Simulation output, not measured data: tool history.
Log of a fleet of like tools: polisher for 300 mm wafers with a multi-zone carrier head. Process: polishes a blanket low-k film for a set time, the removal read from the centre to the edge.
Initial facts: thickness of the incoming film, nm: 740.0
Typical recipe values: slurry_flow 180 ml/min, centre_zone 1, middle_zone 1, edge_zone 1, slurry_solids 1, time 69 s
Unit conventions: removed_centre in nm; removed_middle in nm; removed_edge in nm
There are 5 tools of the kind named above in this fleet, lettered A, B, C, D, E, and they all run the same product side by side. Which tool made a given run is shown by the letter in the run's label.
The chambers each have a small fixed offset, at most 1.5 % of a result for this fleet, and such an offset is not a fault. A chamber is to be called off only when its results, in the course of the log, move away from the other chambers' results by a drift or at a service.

run 1E day=0.333 | slurry_flow=180 centre_zone=1 middle_zone=1 edge_zone=1 slurry_solids=1 time=69 | removed_centre=33.217 removed_middle=34.279 removed_edge=33.685
-- day=0.375 chamber B: worn pad replaced by a new one
run 2D day=0.496 | slurry_flow=180 centre_zone=1 middle_zone=1 edge_zone=1 slurry_solids=1 time=69 | removed_centre=34.179 removed_middle=33.624 removed_edge=33.675
run 3A day=0.762 | slurry_flow=180 centre_zone=1 middle_zone=1 edge_zone=1 slurry_solids=1 time=69 | removed_centre=34.233 removed_middle=34.723 removed_edge=34.197
run 4B day=0.921 | slurry_flow=180 centre_zone=1 middle_zone=1 edge_zone=1 slurry_solids=1 time=69 | removed_centre=34.184 removed_middle=34.241 removed_edge=33.653
run 5C day=1.104 | slurry_flow=180 centre_zone=1 middle_zone=1 edge_zone=1 slurry_solids=1 time=69 | removed_centre=34.873 removed_middle=33.281 removed_edge=33.828
run 6C day=1.283 | slurry_flow=180 centre_zone=1 middle_zone=1 edge_zone=1 slurry_solids=1 time=69 | removed_centre=33.579 removed_middle=34.414 removed_edge=33.843
-- day=1.429 chamber E: worn pad replaced by a new one
run 7D day=1.588 | slurry_flow=180 centre_zone=1 middle_zone=1 edge_zone=1 slurry_solids=1 time=69 | removed_centre=33.883 removed_middle=34.272 removed_edge=34.049
run 8B day=1.892 | slurry_flow=180 centre_zone=1 middle_zone=1 edge_zone=1 slurry_solids=1 time=69 | removed_centre=34.567 removed_middle=34.034 removed_edge=33.906
run 9E day=2.138 | slurry_flow=180 centre_zone=1 middle_zone=1 edge_zone=1 slurry_solids=1 time=69 | removed_centre=33.001 removed_middle=34.831 removed_edge=33.606
run 10A day=2.358 | slurry_flow=180 centre_zone=1 middle_zone=1 edge_zone=1 slurry_solids=1 time=69 | removed_centre=34.698 removed_middle=34.33 removed_edge=33.717
-- day=2.446 chamber D: worn pad replaced by a new one
run 11E day=2.65 | slurry_flow=180 centre_zone=1 middle_zone=1 edge_zone=1 slurry_solids=1 time=69 | removed_centre=33.844 removed_middle=34.412 removed_edge=34.288
-- day=2.704 chamber B: edge zone pressure recalibrated
-- day=2.767 chamber E: centre zone pressure recalibrated
run 12D day=2.979 | slurry_flow=180 centre_zone=1 middle_zone=1 edge_zone=1 slurry_solids=1 time=69 | removed_centre=33.93 removed_middle=34.038 removed_edge=33.825
-- day=3.029 chamber D: edge zone pressure recalibrated
run 13B day=3.304 | slurry_flow=180 centre_zone=0.96 middle_zone=1 edge_zone=1 slurry_solids=1 time=69 | removed_centre=32.952 removed_middle=34.638 removed_edge=34.436
run 14C day=3.621 | slurry_flow=180 centre_zone=0.96 middle_zone=1 edge_zone=1 slurry_solids=1 time=69 | removed_centre=32.777 removed_middle=33.542 removed_edge=34.232
run 15A day=3.792 | slurry_flow=180 centre_zone=0.96 middle_zone=1 edge_zone=1 slurry_solids=1 time=69 | removed_centre=31.738 removed_middle=33.851 removed_edge=33.694
run 16B day=3.979 | slurry_flow=180 centre_zone=0.96 middle_zone=1 edge_zone=1 slurry_solids=1 time=69 | removed_centre=32.55 removed_middle=34.051 removed_edge=33.952
run 17E day=4.329 | slurry_flow=180 centre_zone=0.96 middle_zone=1 edge_zone=1 slurry_solids=1 time=69 | removed_centre=31.682 removed_middle=33.948 removed_edge=34.077
run 18D day=4.592 | slurry_flow=180 centre_zone=1 middle_zone=1 edge_zone=1 slurry_solids=1 time=69 | removed_centre=33.311 removed_middle=33.808 removed_edge=33.55
run 19C day=4.825 | slurry_flow=180 centre_zone=1 middle_zone=1 edge_zone=1 slurry_solids=1 time=69 | removed_centre=34.401 removed_middle=33.822 removed_edge=34.208
run 20A day=4.992 | slurry_flow=180 centre_zone=1 middle_zone=1 edge_zone=1 slurry_solids=1 time=69 | removed_centre=33.052 removed_middle=33.211 removed_edge=33.557
-- day=5.133 chamber A: worn pad replaced by a new one
run 21E day=5.221 | slurry_flow=180 centre_zone=1 middle_zone=1 edge_zone=1 slurry_solids=1 time=69 | removed_centre=34.144 removed_middle=33.563 removed_edge=34.03
-- day=5.304 chamber B: worn pad replaced by a new one
run 22D day=5.421 | slurry_flow=180 centre_zone=1 middle_zone=1 edge_zone=1 slurry_solids=1 time=85 | removed_centre=41.971 removed_middle=41.975 removed_edge=41.385
run 23A day=5.592 | slurry_flow=180 centre_zone=1 middle_zone=1 edge_zone=1 slurry_solids=1 time=85 | removed_centre=39.68 removed_middle=40.983 removed_edge=40.364
run 24C day=5.825 | slurry_flow=180 centre_zone=1 middle_zone=1 edge_zone=1 slurry_solids=1 time=85 | removed_centre=42.322 removed_middle=42.048 removed_edge=41.432
run 25B day=6.175 | slurry_flow=180 centre_zone=1 middle_zone=1 edge_zone=1 slurry_solids=1 time=85 | removed_centre=41.621 removed_middle=41.56 removed_edge=41.858
run 26B day=6.525 | slurry_flow=180 centre_zone=1 middle_zone=1 edge_zone=1 slurry_solids=1 time=85 | removed_centre=42.004 removed_middle=42.01 removed_edge=41.823
run 27E day=6.829 | slurry_flow=180 centre_zone=0.91 middle_zone=1.1 edge_zone=1 slurry_solids=1 time=69 | removed_centre=30.496 removed_middle=36.958 removed_edge=34.146
-- day=7.038 chamber C: worn pad replaced by a new one
run 28C day=7.129 | slurry_flow=180 centre_zone=0.91 middle_zone=1.1 edge_zone=1 slurry_solids=1 time=69 | removed_centre=31.138 removed_middle=37.261 removed_edge=33.751
run 29A day=7.392 | slurry_flow=180 centre_zone=0.91 middle_zone=1.1 edge_zone=1 slurry_solids=1 time=69 | removed_centre=28.877 removed_middle=35.182 removed_edge=32.946
run 30D day=7.575 | slurry_flow=180 centre_zone=0.91 middle_zone=1.1 edge_zone=1 slurry_solids=1 time=69 | removed_centre=30.358 removed_middle=36.844 removed_edge=33.612
run 31A day=7.75 | slurry_flow=180 centre_zone=0.91 middle_zone=1.1 edge_zone=1 slurry_solids=1 time=69 | removed_centre=28.906 removed_middle=36.214 removed_edge=32.353
run 32D day=8.071 | slurry_flow=180 centre_zone=1 middle_zone=1 edge_zone=1 slurry_solids=1 time=69 | removed_centre=33.629 removed_middle=33.908 removed_edge=34.009
-- day=8.333 chamber D: worn pad replaced by a new one
-- day=8.354 chamber E: worn pad replaced by a new one
run 33E day=8.383 | slurry_flow=180 centre_zone=1 middle_zone=1 edge_zone=1 slurry_solids=1 time=69 | removed_centre=34.527 removed_middle=34.002 removed_edge=34.314
run 34C day=8.583 | slurry_flow=180 centre_zone=1 middle_zone=1 edge_zone=1 slurry_solids=1 time=69 | removed_centre=33.32 removed_middle=33.999 removed_edge=34.244
run 35B day=8.858 | slurry_flow=180 centre_zone=1 middle_zone=1 edge_zone=1 slurry_solids=1 time=69 | removed_centre=34.124 removed_middle=34.978 removed_edge=33.934
run 36D day=9.042 | slurry_flow=180 centre_zone=1 middle_zone=1 edge_zone=1 slurry_solids=1 time=69 | removed_centre=34.1 removed_middle=33.912 removed_edge=33.673

Does one chamber stand apart from the rest, does the shared gauge drift, or is all well apart from small per-chamber offsets? Give the chamber and the most likely cause, where there is one.

It is chamber A that slowly wanders off from its peers.
Most likely cause: slurry flow missing at the pad, % = 37.5.

Below are 4 candidate recipes for chamber A's next run, each the usual settings with a change, their results shown as question marks. Which of them brings A's results back in line with what the other chambers give on the usual settings?
Maximum distance from the other chambers' mean on the usual settings for a result to count as in line: removed_centre 1.7 nm; removed_middle 1.5 nm; removed_edge 0.87 nm
run 37A-1 day=9.296 | slurry_flow=175 centre_zone=0.98 middle_zone=0.99 edge_zone=1.01 slurry_solids=1 time=65 | removed_centre=? removed_middle=? removed_edge=?
run 37A-2 day=9.296 | slurry_flow=180 centre_zone=0.99 middle_zone=1 edge_zone=1 slurry_solids=1 time=68 | removed_centre=? removed_middle=? removed_edge=?
run 37A-3 day=9.296 | slurry_flow=185 centre_zone=1.02 middle_zone=1.01 edge_zone=0.99 slurry_solids=1 time=73 | removed_centre=? removed_middle=? removed_edge=?
run 37A-4 day=9.296 | slurry_flow=180 centre_zone=1.01 middle_zone=1 edge_zone=1 slurry_solids=1 time=70 | removed_centre=? removed_middle=? removed_edge=?

Other chambers, usual settings, mean: removed_centre 34.014 nm; removed_middle 34.073 nm; removed_edge 33.915 nm
run=37A-1 removed_centre=27.753 removed_middle=28.979 removed_edge=29.89
run=37A-2 removed_centre=29.608 removed_middle=30.818 removed_edge=31.256
run=37A-3 removed_centre=33.109 removed_middle=33.612 removed_edge=33.531
run=37A-4 removed_centre=31.158 removed_middle=31.721 removed_edge=32.176
37A-3 puts the chamber back in line with the other chambers.
